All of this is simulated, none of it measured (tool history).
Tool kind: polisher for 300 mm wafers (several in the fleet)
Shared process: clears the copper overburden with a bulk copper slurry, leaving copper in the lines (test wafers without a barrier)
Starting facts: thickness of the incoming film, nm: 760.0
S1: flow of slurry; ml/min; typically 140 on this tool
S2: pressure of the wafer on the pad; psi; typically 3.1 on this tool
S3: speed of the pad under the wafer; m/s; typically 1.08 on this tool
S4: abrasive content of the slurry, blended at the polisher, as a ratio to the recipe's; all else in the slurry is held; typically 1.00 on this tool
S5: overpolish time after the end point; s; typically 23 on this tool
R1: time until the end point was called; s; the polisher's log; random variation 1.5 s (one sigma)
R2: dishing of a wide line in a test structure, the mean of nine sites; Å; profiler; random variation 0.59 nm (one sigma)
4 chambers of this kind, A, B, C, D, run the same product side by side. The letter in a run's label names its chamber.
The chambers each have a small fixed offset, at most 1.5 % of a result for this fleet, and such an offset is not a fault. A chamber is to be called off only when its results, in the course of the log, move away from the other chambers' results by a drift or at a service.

-- hour=8.5 chamber C: slurry blender recalibrated
run 1D hour=9.5 | S1=140 S2=3.1 S3=1.08 S4=1.00 S5=23 | R1=76.797 R2=445.45
run 2B hour=16.8 | S1=140 S2=3.1 S3=1.08 S4=1.00 S5=23 | R1=75.079 R2=463.55
run 3C hour=25.4 | S1=140 S2=3.1 S3=1.08 S4=1.00 S5=23 | R1=78.388 R2=446.16
run 4A hour=30.4 | S1=140 S2=3.1 S3=1.08 S4=1.00 S5=23 | R1=78.229 R2=449.52
-- hour=30.8 chamber A: worn pad replaced by a new one
-- hour=32.3 chamber A: head pressure recalibrated
-- hour=32.6 chamber D: worn pad replaced by a new one
run 5B hour=38.8 | S1=140 S2=3.1 S3=1.08 S4=1.00 S5=23 | R1=76.582 R2=455.82
-- hour=45.0 chamber D: slurry nozzle cleaned
run 6D hour=48.0 | S1=140 S2=3.1 S3=1.08 S4=1.00 S5=23 | R1=77.436 R2=460.54
run 7A hour=57.8 | S1=140 S2=3.1 S3=1.08 S4=1.00 S5=23 | R1=75.874 R2=450.15
run 8C hour=66.9 | S1=140 S2=3.1 S3=1.08 S4=1.00 S5=23 | R1=77.406 R2=454.89
run 9D hour=76.6 | S1=140 S2=3.1 S3=1.08 S4=1.00 S5=23 | R1=79.388 R2=461.07
-- hour=79.1 chamber B: worn pad replaced by a new one
-- hour=81.8 chamber B: slurry nozzle cleaned
run 10C hour=82.0 | S1=140 S2=3.1 S3=1.08 S4=1.00 S5=23 | R1=76.210 R2=461.64
run 11A hour=89.1 | S1=140 S2=2.2 S3=0.88 S4=1.00 S5=23 | R1=131.240 R2=392.62
-- hour=91.0 chamber C: worn pad replaced by a new one
run 12B hour=96.3 | S1=140 S2=2.2 S3=0.88 S4=1.00 S5=23 | R1=130.170 R2=394.14
-- hour=100.2 chamber D: worn pad replaced by a new one
run 13B hour=104.7 | S1=140 S2=2.2 S3=0.88 S4=1.00 S5=23 | R1=133.350 R2=401.50
run 14C hour=112.0 | S1=140 S2=2.2 S3=0.88 S4=1.00 S5=23 | R1=135.800 R2=397.55
run 15A hour=116.6 | S1=140 S2=3.1 S3=1.08 S4=1.00 S5=23 | R1=77.217 R2=452.20
run 16D hour=121.3 | S1=140 S2=3.1 S3=1.08 S4=1.00 S5=23 | R1=79.216 R2=452.11
run 17B hour=127.2 | S1=140 S2=3.1 S3=1.08 S4=1.00 S5=23 | R1=77.033 R2=448.53
run 18D hour=136.8 | S1=140 S2=3.1 S3=1.08 S4=1.00 S5=23 | R1=76.869 R2=457.06
-- hour=139.6 chamber D: head pressure recalibrated
-- hour=141.4 chamber A: worn pad replaced by a new one
run 19A hour=142.9 | S1=140 S2=3.1 S3=1.08 S4=1.00 S5=23 | R1=76.707 R2=444.39
-- hour=144.0 chamber D: slurry blender recalibrated
-- hour=148.8 chamber C: slurry blender recalibrated
run 20C hour=151.6 | S1=140 S2=3.1 S3=1.08 S4=1.00 S5=23 | R1=77.008 R2=457.07
run 21D hour=156.2 | S1=140 S2=3.1 S3=1.08 S4=1.00 S5=23 | R1=77.377 R2=455.00
-- hour=160.0 chamber D: worn pad replaced by a new one
run 22C hour=160.6 | S1=140 S2=3.1 S3=1.08 S4=1.00 S5=23 | R1=75.136 R2=455.30
run 23A hour=167.0 | S1=95 S2=3.1 S3=1.08 S4=1.00 S5=23 | R1=83.936 R2=449.11
run 24B hour=174.6 | S1=95 S2=3.1 S3=1.08 S4=1.00 S5=23 | R1=81.961 R2=466.21
-- hour=177.2 chamber B: worn pad replaced by a new one
run 25C hour=184.1 | S1=95 S2=3.1 S3=1.08 S4=1.00 S5=23 | R1=82.552 R2=451.04
run 26D hour=193.5 | S1=95 S2=3.1 S3=1.08 S4=1.00 S5=23 | R1=84.039 R2=444.65
run 27B hour=198.4 | S1=140 S2=3.1 S3=1.08 S4=1.20 S5=23 | R1=73.733 R2=458.42
run 28A hour=202.9 | S1=140 S2=3.1 S3=1.08 S4=1.20 S5=23 | R1=73.225 R2=458.92

One chamber off, gauge drift, or nothing amiss beyond the chambers' own small offsets? If it is a chamber, which one, and what is the likeliest cause?

Nothing is wrong: each chamber keeps only its own small, steady offset and the gauge holds still.

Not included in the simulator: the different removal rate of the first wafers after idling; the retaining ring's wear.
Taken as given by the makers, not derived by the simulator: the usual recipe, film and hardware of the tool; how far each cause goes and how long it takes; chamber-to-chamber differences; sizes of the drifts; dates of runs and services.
